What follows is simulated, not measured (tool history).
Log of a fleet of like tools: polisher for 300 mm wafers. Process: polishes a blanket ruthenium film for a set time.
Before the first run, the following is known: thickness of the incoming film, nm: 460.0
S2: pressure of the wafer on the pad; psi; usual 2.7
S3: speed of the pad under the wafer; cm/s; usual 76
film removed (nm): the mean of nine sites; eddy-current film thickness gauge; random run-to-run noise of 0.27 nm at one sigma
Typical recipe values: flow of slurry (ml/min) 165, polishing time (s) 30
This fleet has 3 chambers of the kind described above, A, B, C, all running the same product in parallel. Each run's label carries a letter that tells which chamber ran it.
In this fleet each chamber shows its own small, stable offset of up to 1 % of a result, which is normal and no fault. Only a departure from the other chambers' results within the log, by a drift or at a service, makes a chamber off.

-- hour=2.1 chamber C: worn pad replaced by a new one
-- hour=5.9 chamber B: worn pad replaced by a new one
run 1B hour=6.7 | flow_of_slurry_(ml/min)=165 S2=2.7 S3=76 polishing_time_(s)=30 | film_removed_(nm)=30.504
run 2A hour=16.9 | flow_of_slurry_(ml/min)=165 S2=2.7 S3=76 polishing_time_(s)=30 | film_removed_(nm)=30.103
-- hour=25.2 chamber A: worn pad replaced by a new one
run 3C hour=29.9 | flow_of_slurry_(ml/min)=165 S2=2.7 S3=76 polishing_time_(s)=30 | film_removed_(nm)=30.359
run 4B hour=43.2 | flow_of_slurry_(ml/min)=165 S2=2.7 S3=76 polishing_time_(s)=30 | film_removed_(nm)=30.015
run 5A hour=51.6 | flow_of_slurry_(ml/min)=165 S2=2.7 S3=76 polishing_time_(s)=30 | film_removed_(nm)=30.201
run 6C hour=59.1 | flow_of_slurry_(ml/min)=165 S2=2.7 S3=76 polishing_time_(s)=30 | film_removed_(nm)=30.224
-- hour=62.8 chamber B: worn pad replaced by a new one
-- hour=67.5 chamber C: worn pad replaced by a new one
run 7A hour=71.4 | flow_of_slurry_(ml/min)=200 S2=2.7 S3=76 polishing_time_(s)=26 | film_removed_(nm)=26.742
-- hour=83.7 chamber A: worn pad replaced by a new one
run 8C hour=85.0 | flow_of_slurry_(ml/min)=200 S2=2.7 S3=76 polishing_time_(s)=26 | film_removed_(nm)=26.942
run 9B hour=96.6 | flow_of_slurry_(ml/min)=200 S2=2.7 S3=76 polishing_time_(s)=26 | film_removed_(nm)=27.219
run 10A hour=103.5 | flow_of_slurry_(ml/min)=165 S2=2.7 S3=76 polishing_time_(s)=30 | film_removed_(nm)=29.802
run 11B hour=112.3 | flow_of_slurry_(ml/min)=165 S2=2.7 S3=76 polishing_time_(s)=30 | film_removed_(nm)=30.226
-- hour=122.7 chamber B: worn pad replaced by a new one
run 12C hour=123.1 | flow_of_slurry_(ml/min)=165 S2=2.7 S3=76 polishing_time_(s)=30 | film_removed_(nm)=29.821
-- hour=126.2 chamber C: worn pad replaced by a new one
run 13B hour=129.4 | flow_of_slurry_(ml/min)=165 S2=2.7 S3=76 polishing_time_(s)=30 | film_removed_(nm)=30.761
-- hour=138.9 chamber A: worn pad replaced by a new one
run 14A hour=139.2 | flow_of_slurry_(ml/min)=165 S2=2.7 S3=76 polishing_time_(s)=30 | film_removed_(nm)=30.211
run 15C hour=151.7 | flow_of_slurry_(ml/min)=165 S2=2.7 S3=76 polishing_time_(s)=30 | film_removed_(nm)=29.724
run 16C hour=160.6 | flow_of_slurry_(ml/min)=165 S2=2.7 S3=76 polishing_time_(s)=30 | film_removed_(nm)=30.404
-- hour=164.6 chamber B: head pressure recalibrated
-- hour=166.2 chamber C: head pressure recalibrated
run 17B hour=171.3 | flow_of_slurry_(ml/min)=165 S2=2.7 S3=76 polishing_time_(s)=30 | film_removed_(nm)=30.044
-- hour=175.6 chamber C: slurry nozzle cleaned
-- hour=183.5 chamber B: worn pad replaced by a new one
run 18A hour=183.9 | flow_of_slurry_(ml/min)=165 S2=2.7 S3=76 polishing_time_(s)=30 | film_removed_(nm)=28.840
-- hour=185.2 chamber C: worn pad replaced by a new one
run 19B hour=195.4 | flow_of_slurry_(ml/min)=165 S2=2.7 S3=76 polishing_time_(s)=30 | film_removed_(nm)=30.207
run 20C hour=201.6 | flow_of_slurry_(ml/min)=165 S2=2.7 S3=76 polishing_time_(s)=30 | film_removed_(nm)=30.170
-- hour=208.6 chamber A: worn pad replaced by a new one
run 21A hour=215.2 | flow_of_slurry_(ml/min)=165 S2=2.7 S3=58 polishing_time_(s)=30 | film_removed_(nm)=21.774
run 22B hour=228.2 | flow_of_slurry_(ml/min)=165 S2=2.7 S3=58 polishing_time_(s)=30 | film_removed_(nm)=23.234
run 23C hour=240.3 | flow_of_slurry_(ml/min)=165 S2=2.7 S3=58 polishing_time_(s)=30 | film_removed_(nm)=23.068
-- hour=247.4 chamber C: worn pad replaced by a new one
-- hour=247.8 chamber B: worn pad replaced by a new one
run 24A hour=248.2 | flow_of_slurry_(ml/min)=165 S2=2.7 S3=76 polishing_time_(s)=30 | film_removed_(nm)=28.299
run 25B hour=257.3 | flow_of_slurry_(ml/min)=165 S2=2.7 S3=76 polishing_time_(s)=30 | film_removed_(nm)=30.291
run 26A hour=266.6 | flow_of_slurry_(ml/min)=165 S2=2.7 S3=76 polishing_time_(s)=30 | film_removed_(nm)=27.556
-- hour=267.7 chamber A: worn pad replaced by a new one
run 27C hour=274.9 | flow_of_slurry_(ml/min)=165 S2=2.7 S3=76 polishing_time_(s)=30 | film_removed_(nm)=30.129
-- hour=278.2 chamber A: slurry nozzle cleaned
run 28A hour=283.9 | flow_of_slurry_(ml/min)=165 S2=2.7 S3=76 polishing_time_(s)=30 | film_removed_(nm)=28.088
run 29B hour=297.3 | flow_of_slurry_(ml/min)=165 S2=2.7 S3=76 polishing_time_(s)=30 | film_removed_(nm)=30.290
-- hour=305.4 chamber C: worn pad replaced by a new one
run 30C hour=306.0 | flow_of_slurry_(ml/min)=165 S2=2.7 S3=76 polishing_time_(s)=30 | film_removed_(nm)=30.081

Read the log: is a single chamber off, either drifting away or since a service, is the gauge that measures every chamber drifting, or is nothing wrong beyond small per-chamber offsets? Name any odd chamber and what most likely caused it.

One chamber, A, drifts off from the rest bit by bit.
Most likely cause: head's pressure below its setpoint, % = 9.04.

Here are 4 candidates for chamber A's next run, each the usual settings with a change, their results left as question marks. Which one brings its results back in line with what the others give on the usual settings?
In line here means within this much of the mean the other chambers give on the usual settings: film removed (nm) 0.950
run 31A-1 hour=316.2 | flow_of_slurry_(ml/min)=165 S2=2.6 S3=72 polishing_time_(s)=30 | film_removed_(nm)=?
run 31A-2 hour=316.2 | flow_of_slurry_(ml/min)=165 S2=2.8 S3=78 polishing_time_(s)=31 | film_removed_(nm)=?
run 31A-3 hour=316.2 | flow_of_slurry_(ml/min)=165 S2=2.8 S3=76 polishing_time_(s)=30 | film_removed_(nm)=?
run 31A-4 hour=316.2 | flow_of_slurry_(ml/min)=165 S2=2.7 S3=76 polishing_time_(s)=29 | film_removed_(nm)=?

The mean the other chambers reach with the usual settings: film removed (nm) 30.119
run=31A-1 film_removed_(nm)=24.874
run=31A-2 film_removed_(nm)=29.969
run=31A-3 film_removed_(nm)=28.260
run=31A-4 film_removed_(nm)=26.349
Change 31A-2 lands the chamber within the allowed miss of the other chambers.
